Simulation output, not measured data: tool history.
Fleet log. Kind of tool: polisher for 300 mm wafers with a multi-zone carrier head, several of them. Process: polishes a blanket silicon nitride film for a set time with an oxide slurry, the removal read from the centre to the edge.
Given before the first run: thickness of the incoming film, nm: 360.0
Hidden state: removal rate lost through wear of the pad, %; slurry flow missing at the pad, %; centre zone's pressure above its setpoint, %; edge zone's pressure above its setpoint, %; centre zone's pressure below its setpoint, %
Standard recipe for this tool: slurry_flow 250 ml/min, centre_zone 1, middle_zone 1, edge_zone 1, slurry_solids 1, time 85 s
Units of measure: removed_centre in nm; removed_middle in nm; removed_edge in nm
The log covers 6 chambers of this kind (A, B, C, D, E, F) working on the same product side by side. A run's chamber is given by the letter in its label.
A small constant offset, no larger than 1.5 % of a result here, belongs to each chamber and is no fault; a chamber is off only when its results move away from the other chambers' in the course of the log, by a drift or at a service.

run   hour  slurry_flow  centre_zone  middle_zone  edge_zone  slurry_solids  time  wafers polished on this pad  hours since the slurry nozzle was cleaned  hours since the centre zone pressure was calibrated  hours since the edge zone pressure was calibrated  removed_centre  removed_middle  removed_edge
       0.1  -- chamber A: edge zone pressure recalibrated
 1A     11          250            1            1          1              1    85                          354                                      270.4                                                 86.4                                               10.9          67.149           66.56        68.515
      16.9  -- chamber F: worn pad replaced by a new one
 2F   20.9          250            1            1          1              1    85                           31                                       30.7                                               1015.1                                              901.5          66.507          66.422        66.042
      26.9  -- chamber D: centre zone pressure recalibrated
 3B   31.3          250            1            1          1              1    85                          696                                       73.7                                                294.5                                              594.5          65.986          68.445        67.015
 4D   44.1          250            1            1          1              1    85                          783                                      231.5                                                 17.3                                              880.8          67.326          65.939        67.521
      49.6  -- chamber B: worn pad replaced by a new one
 5E   50.9          250            1            1          1              1    85                          423                                      524.1                                                957.9                                              386.3           68.12          68.784         68.07
      57.4  -- chamber C: worn pad replaced by a new one
 6C   61.1          250            1            1          1              1    85                           28                                      610.4                                                452.3                                              364.1          66.649          66.668        66.877
 7C   68.4          250            1            1          1              1    85                           84                                      617.7                                                459.6                                              371.4          68.336          67.118        67.055
 8D   76.4          250            1            1          1              1    85                         1032                                      263.8                                                 49.6                                              913.1          65.322          67.769        66.806
      76.6  -- chamber D: worn pad replaced by a new one
      79.9  -- chamber C: centre zone pressure recalibrated
 9B   88.9          250            1            1       1.08           0.85    85                          302                                      131.3                                                352.1                                              652.1          61.673           62.84         64.78
      95.7  -- chamber A: worn pad replaced by a new one
10A  101.2          250            1            1       1.08           0.85    85                           42                                      360.6                                                176.6                                              101.1          62.389          61.665        65.046
11E  108.3          250            1            1       1.08           0.85    85                          864                                      581.5                                               1015.3                                              443.7          62.219          62.524        66.755
12F  115.4          250            1            1       1.08           0.85    85                          757                                      125.2                                               1109.6                                                996          62.158          61.081        64.611
       118  -- chamber F: worn pad replaced by a new one
13D  128.9          250            1            1       1.08           0.85    85                          402                                      316.3                                                102.1                                              965.6          62.286          62.695        62.768
14A  137.5          250            1            1       1.08           0.85    85                          321                                      396.9                                                212.9                                              137.4           63.73          61.796        63.903
     140.9  -- chamber E: worn pad replaced by a new one
     142.3  -- chamber B: worn pad replaced by a new one
15C  147.8          250            1            1          1              1    85                          695                                      697.1                                                   68                                              450.8          65.157          68.705        66.868
16F  158.7          250            1            1          1              1    85                          313                                      168.5                                               1152.9                                             1039.3           68.42          67.948        68.395
17B  170.2          250            1            1          1              1    85                          214                                      212.6                                                433.4                                              733.4          65.786          67.793        66.533
     173.3  -- chamber C: worn pad replaced by a new one
18E  184.3          250            1            1          1              1    85                          334                                      657.5                                               1091.3                                              519.7          67.397          67.592        66.311
     195.1  -- chamber F: edge zone pressure recalibrated
19A  196.1          250            1            1          1              1    85                          771                                      455.5                                                271.5                                                196          69.159          66.876        67.512
20E  207.6          250            1            1          1              1    85                          513                                      680.8                                               1114.6                                                543          69.316          67.786        68.357
     212.5  -- chamber D: worn pad replaced by a new one
21C  218.5          250         0.95            1       0.89              1    85                          347                                      767.8                                                138.7                                              521.5          62.911          67.859        63.699
     220.9  -- chamber F: worn pad replaced by a new one
22B  225.1          250         0.95            1       0.89              1    85                          636                                      267.5                                                488.3                                              788.3          62.893          68.117         62.63
       229  -- chamber A: worn pad replaced by a new one
     232.1  -- chamber B: worn pad replaced by a new one
23F  235.9          250         0.95            1       0.89              1    85                          115                                      245.7                                               1230.1                                               40.8          62.588          66.512        63.333
24D  245.8          250         0.95            1       0.89              1    85                          256                                      433.2                                                  219                                             1082.5          62.139          65.251        62.374
     251.7  -- chamber F: centre zone pressure recalibrated
     253.8  -- chamber C: slurry nozzle cleaned
     254.5  -- chamber E: slurry nozzle cleaned
25F  259.9          250         0.95            1       0.89              1    85                          300                                      269.7                                                  8.2                                               64.8          63.586          66.862        62.234
       269  -- chamber C: worn pad replaced by a new one
26C  274.2          250         0.95            1       0.89              1    85                           40                                       20.5                                                194.4                                              577.2           64.25          66.258        63.884
       277  -- chamber D: edge zone pressure recalibrated
27E  286.4          250            1            1          1              1    85                         1118                                       31.9                                               1193.4                                              621.8          67.771          67.276        67.491
28D  297.6          250            1            1          1              1    85                          654                                        485                                                270.8                                               20.7          64.839          65.232         66.13
     299.8  -- chamber E: worn pad replaced by a new one
     306.1  -- chamber F: worn pad replaced by a new one
29A  309.3          250            1            1          1              1    85                          617                                      568.7                                                384.7                                              309.2          68.272          66.648        67.018
       319  -- chamber B: worn pad replaced by a new one
30B  319.5          250            1            1          1              1    85                            4                                      361.9                                                582.7                                              882.7          66.129           67.31        66.214
31A  328.9          250            1            1          1              1    85                          768                                      588.3                                                404.3                                              328.8          67.746          67.327        67.842
32F  335.7          250            1            1          1              1    85                          227                                      345.5                                                   84                                              140.6          66.799           66.94        67.464
     336.7  -- chamber A: worn pad replaced by a new one
33C  345.8          250            1            1          1              1    85                          590                                       92.1                                                  266                                              648.8          67.175           67.58        67.165
34E  353.8          250            1            1          1              1    85                          415                                       99.3                                               1260.8                                              689.2          66.858          66.651        68.093
35B  361.2          250            1            1          1              1    85                          324                                      403.6                                                624.4                                              924.4          67.028          67.799        68.961
       369  -- chamber D: worn pad replaced by a new one
36D  370.3          250            1            1          1              1    85                           10                                      557.7                                                343.5                                               93.4           64.26          63.224        64.121
37E    381          250         0.94         0.94          1              1    85                          624                                      126.5                                                 1288                                              716.4          63.622          63.416        67.353
       387  -- chamber C: worn pad replaced by a new one
38C  393.7          250         0.94         0.94          1              1    85                           51                                        140                                                313.9                                              696.7          62.183          64.225        65.681
     401.7  -- chamber F: worn pad replaced by a new one
39A  407.8          250         0.94         0.94          1              1    85                          546                                      667.2                                                483.2                                              407.7          62.835          62.366        67.109
40F  416.3          250         0.94         0.94          1              1    85                          112                                      426.1                                                164.6                                              221.2           62.53          61.893        67.156

All 6 chambers run these settings next. Forecast each chamber's results:
41A  426.7          250            1            1          1              1    85                                                                                                                                                                                               ?               ?             ?
41B  426.7          250            1            1          1              1    85                                                                                                                                                                                               ?               ?             ?
41C  426.7          250            1            1          1              1    85                                                                                                                                                                                               ?               ?             ?
41D  426.7          250            1            1          1              1    85                                                                                                                                                                                               ?               ?             ?
41E  426.7          250            1            1          1              1    85                                                                                                                                                                                               ?               ?             ?
41F  426.7          250            1            1          1              1    85                                                                                                                                                                                               ?               ?             ?

run  removed_centre  removed_middle  removed_edge
41A          68.168          66.658        68.573
41B          65.183           67.13        67.945
41C          66.024          69.055        66.752
41D           63.73          63.348        64.401
41E          67.914          66.885        69.718
41F          68.351          68.368        67.515
